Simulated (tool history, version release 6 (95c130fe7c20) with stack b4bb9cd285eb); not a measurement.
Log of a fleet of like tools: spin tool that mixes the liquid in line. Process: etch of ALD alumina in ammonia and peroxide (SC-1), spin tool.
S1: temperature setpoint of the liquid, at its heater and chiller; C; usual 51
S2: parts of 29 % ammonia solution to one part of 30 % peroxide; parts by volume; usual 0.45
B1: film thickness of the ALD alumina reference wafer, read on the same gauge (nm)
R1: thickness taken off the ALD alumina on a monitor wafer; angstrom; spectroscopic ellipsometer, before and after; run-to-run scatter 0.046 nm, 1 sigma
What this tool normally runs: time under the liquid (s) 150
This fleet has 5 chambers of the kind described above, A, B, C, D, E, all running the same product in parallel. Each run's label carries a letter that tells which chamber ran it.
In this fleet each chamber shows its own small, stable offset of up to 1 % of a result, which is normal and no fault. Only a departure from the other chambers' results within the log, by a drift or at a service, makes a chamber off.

{"run": "1D", "day": 0.2, "S1": 51, "S2": 0.45, "time under the liquid (s)": 150, "B1": 100.03, "R1": 74.875}
{"run": "2C", "day": 0.504, "S1": 51, "S2": 0.45, "time under the liquid (s)": 150, "B1": 100, "R1": 73.726}
{"run": "3B", "day": 0.796, "S1": 51, "S2": 0.45, "time under the liquid (s)": 150, "B1": 99.987, "R1": 74.446}
{"run": "4A", "day": 1.038, "S1": 51, "S2": 0.45, "time under the liquid (s)": 150, "B1": 99.983, "R1": 73.984}
{"day": 1.233, "done": "chamber D: thermometer replaced"}
{"run": "5E", "day": 1.371, "S1": 51, "S2": 0.45, "time under the liquid (s)": 150, "B1": 100.03, "R1": 74.452}
{"run": "6B", "day": 1.708, "S1": 51, "S2": 0.45, "time under the liquid (s)": 150, "B1": 100.03, "R1": 74.598}
{"run": "7A", "day": 1.938, "S1": 51, "S2": 0.45, "time under the liquid (s)": 150, "B1": 99.987, "R1": 73.315}
{"run": "8E", "day": 2.312, "S1": 51, "S2": 0.45, "time under the liquid (s)": 150, "B1": 99.994, "R1": 73.864}
{"run": "9D", "day": 2.65, "S1": 51, "S2": 0.45, "time under the liquid (s)": 150, "B1": 100.01, "R1": 74.602}
{"run": "10C", "day": 3.004, "S1": 51, "S2": 0.45, "time under the liquid (s)": 150, "B1": 99.988, "R1": 74.265}
{"run": "11D", "day": 3.417, "S1": 51, "S2": 0.45, "time under the liquid (s)": 150, "B1": 99.986, "R1": 73.742}
{"run": "12B", "day": 3.783, "S1": 51, "S2": 0.45, "time under the liquid (s)": 150, "B1": 100.02, "R1": 74.009}
{"run": "13C", "day": 4.008, "S1": 51, "S2": 0.45, "time under the liquid (s)": 150, "B1": 99.986, "R1": 73.722}
{"run": "14E", "day": 4.354, "S1": 51, "S2": 0.45, "time under the liquid (s)": 150, "B1": 99.995, "R1": 72.669}
{"day": 4.704, "done": "chamber D: new drum of ammonia solution connected"}
{"run": "15A", "day": 4.729, "S1": 51, "S2": 0.45, "time under the liquid (s)": 150, "B1": 99.969, "R1": 72.922}
{"run": "16D", "day": 4.979, "S1": 51, "S2": 0.45, "time under the liquid (s)": 180, "B1": 100.03, "R1": 89.436}
{"run": "17B", "day": 5.304, "S1": 51, "S2": 0.45, "time under the liquid (s)": 180, "B1": 100.02, "R1": 89.24}
{"day": 5.321, "done": "chamber B: thermometer replaced"}
{"day": 5.338, "done": "chamber B: new drum of ammonia solution connected"}
{"run": "18E", "day": 5.554, "S1": 51, "S2": 0.45, "time under the liquid (s)": 180, "B1": 100.01, "R1": 86.271}
{"day": 5.562, "done": "chamber D: ammonia flow meter replaced"}
{"run": "19C", "day": 5.858, "S1": 51, "S2": 0.45, "time under the liquid (s)": 180, "B1": 100.03, "R1": 89.565}
{"day": 5.883, "done": "chamber C: new drum of ammonia solution connected"}
{"run": "20A", "day": 6.038, "S1": 51, "S2": 0.45, "time under the liquid (s)": 180, "B1": 100, "R1": 87.993}
{"run": "21E", "day": 6.425, "S1": 47, "S2": 0.35, "time under the liquid (s)": 150, "B1": 100.03, "R1": 56.387}
{"run": "22B", "day": 6.725, "S1": 47, "S2": 0.35, "time under the liquid (s)": 150, "B1": 99.992, "R1": 57.851}
{"day": 6.975, "done": "chamber C: thermometer replaced"}
{"run": "23A", "day": 7.117, "S1": 47, "S2": 0.35, "time under the liquid (s)": 150, "B1": 99.984, "R1": 57.379}
{"run": "24C", "day": 7.333, "S1": 47, "S2": 0.35, "time under the liquid (s)": 150, "B1": 100.02, "R1": 58.081}
{"run": "25D", "day": 7.683, "S1": 47, "S2": 0.35, "time under the liquid (s)": 150, "B1": 100.02, "R1": 57.908}
{"run": "26A", "day": 8.025, "S1": 47.5, "S2": 0.6, "time under the liquid (s)": 150, "B1": 100.02, "R1": 62.189}
{"run": "27C", "day": 8.296, "S1": 47.5, "S2": 0.6, "time under the liquid (s)": 150, "B1": 99.98, "R1": 62.956}
{"run": "28E", "day": 8.642, "S1": 47.5, "S2": 0.6, "time under the liquid (s)": 150, "B1": 99.97, "R1": 58.708}
{"run": "29B", "day": 8.867, "S1": 47.5, "S2": 0.6, "time under the liquid (s)": 150, "B1": 100, "R1": 63.191}
{"run": "30D", "day": 9.229, "S1": 47.5, "S2": 0.6, "time under the liquid (s)": 150, "B1": 99.957, "R1": 62.622}

All chambers now run identical settings, listed one chamber a line with results as question marks. What results will each chamber show?
{"run": "31A", "day": 9.525, "S1": 51, "S2": 0.45, "time under the liquid (s)": 150, "R1": "?"}
{"run": "31B", "day": 9.525, "S1": 51, "S2": 0.45, "time under the liquid (s)": 150, "R1": "?"}
{"run": "31C", "day": 9.525, "S1": 51, "S2": 0.45, "time under the liquid (s)": 150, "R1": "?"}
{"run": "31D", "day": 9.525, "S1": 51, "S2": 0.45, "time under the liquid (s)": 150, "R1": "?"}
{"run": "31E", "day": 9.525, "S1": 51, "S2": 0.45, "time under the liquid (s)": 150, "R1": "?"}

run=31A R1=73.273
run=31B R1=73.826
run=31C R1=74.002
run=31D R1=74.608
run=31E R1=68.468
